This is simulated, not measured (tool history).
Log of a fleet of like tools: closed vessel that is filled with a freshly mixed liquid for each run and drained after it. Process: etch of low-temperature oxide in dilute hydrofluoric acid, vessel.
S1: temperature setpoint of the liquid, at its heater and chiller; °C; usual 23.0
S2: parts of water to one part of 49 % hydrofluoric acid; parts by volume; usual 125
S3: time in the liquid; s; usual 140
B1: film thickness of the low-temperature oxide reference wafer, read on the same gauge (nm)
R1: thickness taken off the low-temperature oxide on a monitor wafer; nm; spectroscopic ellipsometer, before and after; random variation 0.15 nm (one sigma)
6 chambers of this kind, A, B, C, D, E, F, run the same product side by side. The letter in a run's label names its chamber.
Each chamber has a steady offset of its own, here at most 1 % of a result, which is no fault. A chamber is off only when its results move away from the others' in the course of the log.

run 1A hour=7.6 | S1=23.0 S2=125 S3=140 | B1=60.001 | R1=21.265
run 2F hour=18.3 | S1=23.0 S2=125 S3=140 | B1=60.011 | R1=21.178
run 3D hour=26.7 | S1=23.0 S2=125 S3=140 | B1=59.971 | R1=21.184
run 4E hour=39.4 | S1=23.0 S2=125 S3=140 | B1=59.986 | R1=21.258
run 5C hour=53.0 | S1=23.0 S2=125 S3=140 | B1=59.999 | R1=20.915
-- hour=58.9 chamber C: hydrofluoric acid flow meter replaced
run 6B hour=63.8 | S1=25.0 S2=180 S3=140 | B1=60.046 | R1=15.078
run 7B hour=78.1 | S1=25.0 S2=180 S3=140 | B1=60.001 | R1=14.953
run 8A hour=86.1 | S1=25.0 S2=180 S3=140 | B1=60.027 | R1=14.582
run 9F hour=95.9 | S1=25.0 S2=180 S3=140 | B1=59.985 | R1=14.556
run 10C hour=109.6 | S1=25.0 S2=180 S3=140 | B1=60.047 | R1=14.647
run 11D hour=122.3 | S1=25.0 S2=180 S3=140 | B1=59.964 | R1=15.066
run 12E hour=130.7 | S1=23.0 S2=125 S3=140 | B1=59.976 | R1=21.465
run 13C hour=139.1 | S1=23.0 S2=125 S3=140 | B1=59.995 | R1=20.947
run 14F hour=154.4 | S1=23.0 S2=125 S3=140 | B1=60.044 | R1=20.872
run 15B hour=167.5 | S1=23.0 S2=125 S3=140 | B1=60.004 | R1=21.132
run 16E hour=176.7 | S1=23.0 S2=125 S3=140 | B1=60.019 | R1=21.178
run 17A hour=189.7 | S1=23.0 S2=125 S3=140 | B1=59.974 | R1=20.925
run 18D hour=204.1 | S1=23.0 S2=125 S3=140 | B1=59.994 | R1=21.298
run 19B hour=212.2 | S1=23.0 S2=125 S3=140 | B1=60.002 | R1=20.917
run 20C hour=220.5 | S1=23.0 S2=125 S3=140 | B1=59.970 | R1=21.081
run 21A hour=230.5 | S1=25.5 S2=125 S3=140 | B1=59.941 | R1=22.936
-- hour=232.2 chamber F: hydrofluoric acid flow meter replaced
run 22E hour=238.5 | S1=25.5 S2=125 S3=140 | B1=60.013 | R1=22.975
run 23F hour=250.7 | S1=25.5 S2=125 S3=140 | B1=59.980 | R1=23.287
run 24D hour=266.1 | S1=25.5 S2=125 S3=140 | B1=59.968 | R1=23.426
run 25E hour=279.7 | S1=25.5 S2=125 S3=140 | B1=59.956 | R1=23.367
run 26F hour=286.8 | S1=25.5 S2=125 S3=140 | B1=59.977 | R1=22.909
run 27D hour=302.2 | S1=23.0 S2=125 S3=140 | B1=60.014 | R1=21.038
run 28A hour=313.1 | S1=23.0 S2=145 S3=140 | B1=60.014 | R1=17.761
run 29B hour=320.0 | S1=23.0 S2=145 S3=140 | B1=59.938 | R1=17.275
run 30C hour=331.5 | S1=23.0 S2=145 S3=140 | B1=60.012 | R1=17.948
run 31B hour=345.8 | S1=23.0 S2=145 S3=140 | B1=59.997 | R1=17.228
run 32C hour=356.7 | S1=23.0 S2=145 S3=140 | B1=59.975 | R1=17.787
run 33F hour=363.5 | S1=23.0 S2=145 S3=140 | B1=60.027 | R1=17.978
run 34E hour=373.6 | S1=23.0 S2=125 S3=140 | B1=59.985 | R1=21.076
run 35D hour=382.0 | S1=23.0 S2=125 S3=140 | B1=60.001 | R1=21.431
run 36A hour=393.9 | S1=23.0 S2=125 S3=140 | B1=60.021 | R1=21.142
run 37B hour=402.8 | S1=23.0 S2=125 S3=140 | B1=60.006 | R1=19.992
run 38A hour=416.5 | S1=23.0 S2=125 S3=140 | B1=59.974 | R1=20.810
run 39C hour=425.0 | S1=23.0 S2=125 S3=185 | B1=60.012 | R1=28.224
run 40F hour=436.5 | S1=23.0 S2=125 S3=185 | B1=59.999 | R1=27.802

All 6 chambers run these settings next. Forecast each chamber's results:
run 41A hour=447.7 | S1=23.0 S2=125 S3=140 | R1=?
run 41B hour=447.7 | S1=23.0 S2=125 S3=140 | R1=?
run 41C hour=447.7 | S1=23.0 S2=125 S3=140 | R1=?
run 41D hour=447.7 | S1=23.0 S2=125 S3=140 | R1=?
run 41E hour=447.7 | S1=23.0 S2=125 S3=140 | R1=?
run 41F hour=447.7 | S1=23.0 S2=125 S3=140 | R1=?

run=41A R1=20.863
run=41B R1=19.752
run=41C R1=21.210
run=41D R1=21.212
run=41E R1=21.230
run=41F R1=20.823
